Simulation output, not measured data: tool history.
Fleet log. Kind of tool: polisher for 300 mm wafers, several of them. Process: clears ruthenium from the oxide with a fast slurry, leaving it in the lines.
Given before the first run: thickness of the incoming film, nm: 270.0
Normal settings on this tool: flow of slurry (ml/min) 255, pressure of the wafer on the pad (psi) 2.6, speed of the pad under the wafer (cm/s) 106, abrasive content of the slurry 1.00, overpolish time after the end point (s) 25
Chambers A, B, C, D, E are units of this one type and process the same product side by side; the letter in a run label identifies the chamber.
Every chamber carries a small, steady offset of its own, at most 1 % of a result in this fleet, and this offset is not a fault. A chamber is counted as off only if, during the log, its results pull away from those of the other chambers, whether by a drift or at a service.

run	hour	flow of slurry (ml/min)	pressure of the wafer on the pad (psi)	speed of the pad under the wafer (cm/s)	abrasive content of the slurry	overpolish time after the end point (s)	time until the end point was called (s)	dishing of a wide line in a test structure (Å)
# hour 3.4: chamber D: slurry blender recalibrated
# hour 8.9: chamber C: worn pad replaced by a new one
1C	11.4	255	2.6	106	1.00	25	67.835	773.03
2E	17.6	255	2.6	106	1.00	25	67.000	764.72
# hour 24.8: chamber D: worn pad replaced by a new one
3B	31.7	255	2.6	106	1.00	25	66.440	748.97
# hour 32.1: chamber A: worn pad replaced by a new one
# hour 35.6: chamber E: worn pad replaced by a new one
4A	44.4	255	2.6	106	1.00	25	67.461	765.63
5D	50.9	255	2.6	106	1.00	25	66.169	759.58
6E	60.5	255	2.6	106	1.00	25	67.597	738.21
7A	68.6	255	2.6	106	1.00	25	66.266	754.83
# hour 72.5: chamber B: worn pad replaced by a new one
8B	79.3	255	2.6	106	1.00	25	66.695	740.49
# hour 83.2: chamber C: worn pad replaced by a new one
9C	92.3	255	2.6	106	1.00	25	65.432	763.50
# hour 99.2: chamber C: head pressure recalibrated
10D	100.2	255	2.6	106	1.00	25	66.016	737.56
# hour 109.0: chamber E: worn pad replaced by a new one
11D	110.1	255	2.6	106	0.90	25	71.794	700.12
# hour 112.3: chamber A: worn pad replaced by a new one
12B	116.7	255	2.6	106	0.90	25	69.624	715.24
# hour 117.4: chamber D: worn pad replaced by a new one
# hour 119.9: chamber E: slurry blender recalibrated
13A	123.5	255	2.6	106	0.90	25	68.843	729.52
# hour 131.2: chamber A: slurry nozzle cleaned
14C	132.2	255	2.6	106	0.90	25	68.594	736.60
15E	146.2	255	2.6	106	0.90	25	70.058	720.65
# hour 149.0: chamber B: worn pad replaced by a new one
16A	157.6	190	2.6	106	1.25	25	62.709	808.99
# hour 167.2: chamber D: slurry blender recalibrated
17C	168.8	190	2.6	106	1.25	25	63.332	783.89
# hour 170.1: chamber C: worn pad replaced by a new one
18B	177.6	190	2.6	106	1.25	25	64.820	795.44
# hour 184.6: chamber E: worn pad replaced by a new one
# hour 189.2: chamber E: slurry nozzle cleaned
19E	190.6	190	2.6	106	1.25	25	62.906	799.29
20D	204.1	190	2.6	106	1.25	25	61.838	799.69
# hour 204.5: chamber A: worn pad replaced by a new one
# hour 207.5: chamber C: slurry blender recalibrated
21D	213.8	255	2.6	106	1.00	32	67.162	907.57
22C	223.5	255	2.6	106	1.00	32	66.287	898.60
23A	229.8	255	2.6	106	1.00	32	66.054	878.78
# hour 232.3: chamber D: worn pad replaced by a new one
24B	237.1	255	2.6	106	1.00	32	67.696	907.27
# hour 243.9: chamber B: worn pad replaced by a new one
25E	246.1	255	2.6	106	1.00	32	67.692	893.80
# hour 251.1: chamber C: worn pad replaced by a new one
# hour 254.1: chamber A: slurry blender recalibrated
26B	255.0	255	2.6	106	1.00	25	67.049	756.32
# hour 258.8: chamber B: slurry nozzle cleaned
# hour 259.5: chamber E: slurry blender recalibrated
# hour 263.2: chamber E: worn pad replaced by a new one
27A	264.4	255	2.6	106	1.00	25	65.449	758.02
28C	271.9	255	2.6	106	1.00	25	66.396	767.90
# hour 278.4: chamber A: head pressure recalibrated
29D	279.0	255	2.6	106	1.00	25	67.132	759.96
30E	286.4	255	2.6	106	1.00	25	67.735	750.38
31C	294.3	255	2.6	106	1.00	25	65.980	732.93
# hour 296.4: chamber A: worn pad replaced by a new one
32A	300.5	255	2.6	106	1.00	25	67.506	764.52
33E	310.6	255	1.7	106	1.00	35	102.760	690.72
# hour 322.1: chamber D: slurry blender recalibrated
34D	322.3	255	1.7	106	1.00	35	101.080	734.06
# hour 330.0: chamber D: worn pad replaced by a new one
35B	335.2	255	1.7	106	1.00	35	103.120	699.94
# hour 336.3: chamber B: worn pad replaced by a new one
# hour 344.2: chamber C: worn pad replaced by a new one
36C	344.7	255	1.7	106	1.00	35	102.910	714.24
37E	354.0	255	1.7	106	1.00	35	102.360	692.95
# hour 354.4: chamber E: worn pad replaced by a new one
38A	360.3	255	2.6	106	1.00	25	65.352	754.52
39D	372.9	255	2.6	106	1.00	25	66.783	772.80
40B	382.4	255	2.6	106	1.00	25	66.259	742.90
41D	394.8	255	2.6	106	1.00	25	66.925	778.73
# hour 407.3: chamber E: slurry blender recalibrated
42E	407.5	255	2.6	106	1.00	25	68.566	759.26
# hour 414.2: chamber B: worn pad replaced by a new one
43B	417.4	255	1.8	106	0.70	25	115.690	471.30

Each of the 5 chambers runs these same settings next. Fill in every chamber's results:
44A	427.6	255	2.6	82	1.00	25	?	?
44B	427.6	255	2.6	82	1.00	25	?	?
44C	427.6	255	2.6	82	1.00	25	?	?
44D	427.6	255	2.6	82	1.00	25	?	?
44E	427.6	255	2.6	82	1.00	25	?	?

run	time until the end point was called (s)	dishing of a wide line in a test structure (Å)
44A	85.886	613.54
44B	86.491	636.48
44C	86.456	609.76
44D	85.281	616.32
44E	87.374	588.86
